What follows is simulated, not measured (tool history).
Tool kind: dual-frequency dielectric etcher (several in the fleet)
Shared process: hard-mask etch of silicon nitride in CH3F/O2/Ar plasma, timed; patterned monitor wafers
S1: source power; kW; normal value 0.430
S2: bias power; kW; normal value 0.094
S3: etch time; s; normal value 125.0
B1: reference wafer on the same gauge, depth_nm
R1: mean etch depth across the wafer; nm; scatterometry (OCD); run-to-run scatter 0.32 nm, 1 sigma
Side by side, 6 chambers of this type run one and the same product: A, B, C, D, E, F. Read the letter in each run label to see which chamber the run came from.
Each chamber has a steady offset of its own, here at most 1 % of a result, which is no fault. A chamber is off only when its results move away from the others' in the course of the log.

{"run": "1A", "hour": 9.0, "S1": 0.43, "S2": 0.094, "S3": 125.0, "B1": 80.415, "R1": 99.18}
{"run": "2D", "hour": 14.9, "S1": 0.43, "S2": 0.094, "S3": 125.0, "B1": 80.371, "R1": 98.45}
{"hour": 17.0, "done": "chamber B: wet clean of the chamber"}
{"run": "3F", "hour": 21.4, "S1": 0.43, "S2": 0.094, "S3": 125.0, "B1": 80.443, "R1": 99.059}
{"run": "4C", "hour": 34.7, "S1": 0.43, "S2": 0.094, "S3": 125.0, "B1": 80.354, "R1": 98.614}
{"run": "5B", "hour": 44.9, "S1": 0.43, "S2": 0.094, "S3": 125.0, "B1": 80.393, "R1": 98.007}
{"run": "6E", "hour": 53.0, "S1": 0.43, "S2": 0.094, "S3": 125.0, "B1": 80.422, "R1": 99.798}
{"run": "7C", "hour": 66.5, "S1": 0.43, "S2": 0.094, "S3": 125.0, "B1": 80.469, "R1": 99.065}
{"run": "8D", "hour": 75.4, "S1": 0.53, "S2": 0.094, "S3": 97.0, "B1": 80.423, "R1": 82.636}
{"run": "9A", "hour": 85.1, "S1": 0.53, "S2": 0.094, "S3": 97.0, "B1": 80.368, "R1": 82.957}
{"run": "10B", "hour": 98.4, "S1": 0.53, "S2": 0.094, "S3": 97.0, "B1": 80.427, "R1": 82.475}
{"hour": 102.7, "done": "chamber A: wet clean of the chamber"}
{"run": "11E", "hour": 105.9, "S1": 0.53, "S2": 0.094, "S3": 97.0, "B1": 80.384, "R1": 83.936}
{"hour": 114.3, "done": "chamber F: wet clean of the chamber"}
{"run": "12F", "hour": 116.2, "S1": 0.53, "S2": 0.094, "S3": 97.0, "B1": 80.382, "R1": 82.929}
{"run": "13C", "hour": 128.1, "S1": 0.53, "S2": 0.094, "S3": 97.0, "B1": 80.446, "R1": 82.864}
{"run": "14A", "hour": 141.7, "S1": 0.43, "S2": 0.094, "S3": 125.0, "B1": 80.424, "R1": 99.054}
{"run": "15D", "hour": 149.1, "S1": 0.43, "S2": 0.106, "S3": 155.5, "B1": 80.433, "R1": 127.5}
{"hour": 153.8, "done": "chamber E: bias power generator calibrated"}
{"run": "16B", "hour": 156.2, "S1": 0.43, "S2": 0.106, "S3": 155.5, "B1": 80.432, "R1": 127.27}
{"run": "17F", "hour": 169.5, "S1": 0.43, "S2": 0.106, "S3": 155.5, "B1": 80.463, "R1": 128.4}
{"run": "18E", "hour": 178.9, "S1": 0.43, "S2": 0.106, "S3": 155.5, "B1": 80.429, "R1": 129.72}
{"run": "19A", "hour": 192.3, "S1": 0.43, "S2": 0.106, "S3": 155.5, "B1": 80.421, "R1": 127.65}
{"hour": 197.3, "done": "chamber C: wet clean of the chamber"}
{"hour": 199.3, "done": "chamber E: wet clean of the chamber"}
{"run": "20C", "hour": 202.9, "S1": 0.43, "S2": 0.106, "S3": 155.5, "B1": 80.429, "R1": 128.84}
{"run": "21D", "hour": 216.1, "S1": 0.43, "S2": 0.094, "S3": 125.0, "B1": 80.372, "R1": 98.472}
{"run": "22E", "hour": 229.1, "S1": 0.34, "S2": 0.094, "S3": 125.0, "B1": 80.374, "R1": 91.437}
{"run": "23B", "hour": 239.1, "S1": 0.34, "S2": 0.094, "S3": 125.0, "B1": 80.396, "R1": 89.719}
{"run": "24F", "hour": 247.6, "S1": 0.34, "S2": 0.094, "S3": 125.0, "B1": 80.437, "R1": 90.559}
{"hour": 259.9, "done": "chamber D: wet clean of the chamber"}
{"run": "25A", "hour": 260.4, "S1": 0.34, "S2": 0.094, "S3": 125.0, "B1": 80.341, "R1": 90.408}
{"hour": 268.9, "done": "chamber F: source power generator calibrated"}
{"run": "26B", "hour": 271.1, "S1": 0.34, "S2": 0.094, "S3": 125.0, "B1": 80.402, "R1": 89.889}
{"run": "27E", "hour": 280.9, "S1": 0.34, "S2": 0.094, "S3": 125.0, "B1": 80.426, "R1": 91.566}
{"run": "28F", "hour": 291.8, "S1": 0.43, "S2": 0.094, "S3": 125.0, "B1": 80.415, "R1": 98.294}
{"run": "29C", "hour": 301.8, "S1": 0.43, "S2": 0.094, "S3": 125.0, "B1": 80.367, "R1": 98.677}
{"run": "30D", "hour": 311.6, "S1": 0.43, "S2": 0.094, "S3": 125.0, "B1": 80.375, "R1": 98.07}
{"run": "31E", "hour": 324.3, "S1": 0.43, "S2": 0.094, "S3": 125.0, "B1": 80.474, "R1": 100.19}
{"run": "32F", "hour": 331.0, "S1": 0.43, "S2": 0.094, "S3": 125.0, "B1": 80.431, "R1": 98.511}
{"run": "33B", "hour": 343.7, "S1": 0.43, "S2": 0.094, "S3": 125.0, "B1": 80.362, "R1": 98.009}
{"run": "34D", "hour": 351.0, "S1": 0.43, "S2": 0.094, "S3": 125.0, "B1": 80.429, "R1": 98.187}
{"run": "35A", "hour": 358.8, "S1": 0.43, "S2": 0.094, "S3": 125.0, "B1": 80.38, "R1": 98.872}
{"run": "36C", "hour": 364.9, "S1": 0.43, "S2": 0.094, "S3": 125.0, "B1": 80.433, "R1": 98.836}
{"run": "37F", "hour": 372.1, "S1": 0.43, "S2": 0.094, "S3": 125.0, "B1": 80.435, "R1": 98.922}
{"run": "38E", "hour": 383.9, "S1": 0.43, "S2": 0.094, "S3": 125.0, "B1": 80.323, "R1": 99.616}
{"run": "39D", "hour": 393.5, "S1": 0.43, "S2": 0.094, "S3": 125.0, "B1": 80.396, "R1": 98.337}
{"run": "40B", "hour": 402.1, "S1": 0.43, "S2": 0.094, "S3": 125.0, "B1": 80.459, "R1": 97.919}

Is one chamber out of step, is the gauge drifting, or do the chambers differ by no more than their own small offsets? For an off chamber, give its letter and the likeliest cause.

Beyond each chamber's small constant offset nothing stands out, and the gauge stays steady.

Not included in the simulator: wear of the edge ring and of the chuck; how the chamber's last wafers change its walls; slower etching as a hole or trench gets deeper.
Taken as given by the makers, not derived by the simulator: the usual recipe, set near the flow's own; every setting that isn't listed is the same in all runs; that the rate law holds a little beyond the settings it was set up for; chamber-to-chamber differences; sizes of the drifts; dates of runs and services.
